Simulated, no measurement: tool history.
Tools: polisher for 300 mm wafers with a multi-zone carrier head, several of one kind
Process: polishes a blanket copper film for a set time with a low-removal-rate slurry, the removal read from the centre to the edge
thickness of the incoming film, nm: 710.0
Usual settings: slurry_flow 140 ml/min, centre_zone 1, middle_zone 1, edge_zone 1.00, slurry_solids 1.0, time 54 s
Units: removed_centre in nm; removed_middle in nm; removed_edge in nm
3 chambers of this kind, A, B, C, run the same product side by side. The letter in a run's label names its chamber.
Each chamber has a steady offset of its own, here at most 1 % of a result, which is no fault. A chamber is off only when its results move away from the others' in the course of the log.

| run | hour | slurry_flow | centre_zone | middle_zone | edge_zone | slurry_solids | time | removed_centre | removed_middle | removed_edge |
|---|---|---|---|---|---|---|---|---|---|---|
|  | 1.5 | chamber A: worn pad replaced by a new one |
| 1C | 4.5 | 140 | 1 | 1 | 1.00 | 1.0 | 54 | 207.66 | 207.49 | 200.25 |
| 2B | 7.9 | 140 | 1 | 1 | 1.00 | 1.0 | 54 | 199.37 | 204.53 | 200.61 |
| 3A | 12.8 | 140 | 1 | 1 | 1.00 | 1.0 | 54 | 199.91 | 199.46 | 201.06 |
|  | 17.2 | chamber B: worn pad replaced by a new one |
| 4B | 17.4 | 140 | 1 | 1 | 1.00 | 1.0 | 54 | 207.07 | 202.78 | 199.89 |
| 5A | 20.9 | 160 | 1 | 1 | 1.00 | 1.0 | 54 | 213.70 | 208.10 | 204.49 |
| 6C | 23.5 | 160 | 1 | 1 | 1.00 | 1.0 | 54 | 209.21 | 209.30 | 208.90 |
|  | 24.3 | chamber C: worn pad replaced by a new one |
| 7C | 27.8 | 160 | 1 | 1 | 1.00 | 1.0 | 54 | 206.49 | 207.73 | 205.15 |
| 8B | 31.8 | 140 | 1 | 1 | 1.00 | 1.0 | 54 | 202.00 | 202.35 | 204.56 |
| 9A | 34.9 | 140 | 1 | 1 | 1.00 | 1.0 | 54 | 205.26 | 204.64 | 203.98 |
| 10B | 38.7 | 140 | 1 | 1 | 1.00 | 1.0 | 54 | 203.66 | 200.09 | 203.45 |
| 11C | 42.7 | 140 | 1 | 1 | 1.00 | 1.0 | 54 | 204.36 | 204.63 | 200.60 |
| 12A | 45.8 | 140 | 1 | 1 | 1.00 | 1.0 | 54 | 200.36 | 203.48 | 196.76 |
| 13B | 50.2 | 140 | 1 | 1 | 1.00 | 1.0 | 54 | 203.49 | 201.54 | 204.90 |
| 14C | 53.7 | 140 | 1 | 1 | 1.00 | 1.0 | 54 | 205.31 | 205.56 | 197.14 |
|  | 54.3 | chamber C: worn pad replaced by a new one |
| 15A | 59.7 | 140 | 1 | 1 | 1.00 | 1.0 | 54 | 201.49 | 202.46 | 201.94 |
| 16A | 64.7 | 140 | 1 | 1 | 1.00 | 1.0 | 54 | 203.58 | 204.87 | 198.61 |
|  | 65.1 | chamber B: worn pad replaced by a new one |
| 17C | 70.2 | 140 | 1 | 1 | 1.00 | 1.0 | 54 | 206.04 | 201.85 | 202.25 |
| 18B | 75.1 | 140 | 1 | 1 | 1.00 | 1.0 | 54 | 200.45 | 199.95 | 204.11 |
| 19A | 78.8 | 140 | 1 | 1 | 1.00 | 1.0 | 54 | 202.04 | 204.89 | 201.20 |
|  | 81.3 | chamber A: worn pad replaced by a new one |
|  | 82.5 | chamber C: worn pad replaced by a new one |
| 20B | 84.2 | 140 | 1 | 1 | 1.00 | 1.0 | 54 | 198.71 | 204.69 | 200.60 |
| 21C | 88.9 | 140 | 1 | 1 | 1.00 | 1.0 | 54 | 201.28 | 207.56 | 204.19 |
| 22A | 92.2 | 140 | 1 | 1 | 0.91 | 1.0 | 66 | 243.40 | 250.60 | 232.76 |
| 23B | 96.7 | 140 | 1 | 1 | 0.91 | 1.0 | 66 | 246.91 | 246.24 | 239.52 |
| 24C | 100.4 | 140 | 1 | 1 | 0.91 | 1.0 | 66 | 246.91 | 244.07 | 236.67 |
| 25A | 104.8 | 140 | 1 | 1 | 1.00 | 1.0 | 54 | 201.64 | 203.78 | 199.08 |
| 26B | 108.8 | 140 | 1 | 1 | 0.94 | 1.2 | 54 | 214.04 | 211.29 | 201.24 |
| 27C | 113.7 | 140 | 1 | 1 | 0.94 | 1.2 | 54 | 211.24 | 215.31 | 203.84 |
|  | 114.6 | chamber C: worn pad replaced by a new one |
| 28A | 117.5 | 140 | 1 | 1 | 0.94 | 1.2 | 54 | 210.15 | 214.65 | 200.51 |
|  | 120.2 | chamber B: worn pad replaced by a new one |
| 29C | 121.7 | 140 | 1 | 1 | 1.00 | 1.0 | 54 | 201.59 | 204.33 | 205.47 |
| 30B | 127.0 | 140 | 1 | 1 | 1.00 | 1.0 | 54 | 202.52 | 202.67 | 204.20 |

Next, every chamber runs the same settings. What will each give?
| 31A | 131.3 | 140 | 1 | 1 | 1.00 | 1.0 | 54 | ? | ? | ? |
| 31B | 131.3 | 140 | 1 | 1 | 1.00 | 1.0 | 54 | ? | ? | ? |
| 31C | 131.3 | 140 | 1 | 1 | 1.00 | 1.0 | 54 | ? | ? | ? |

| run | removed_centre | removed_middle | removed_edge |
|---|---|---|---|
| 31A | 200.61 | 201.66 | 193.69 |
| 31B | 198.66 | 206.06 | 201.44 |
| 31C | 205.64 | 201.02 | 201.55 |
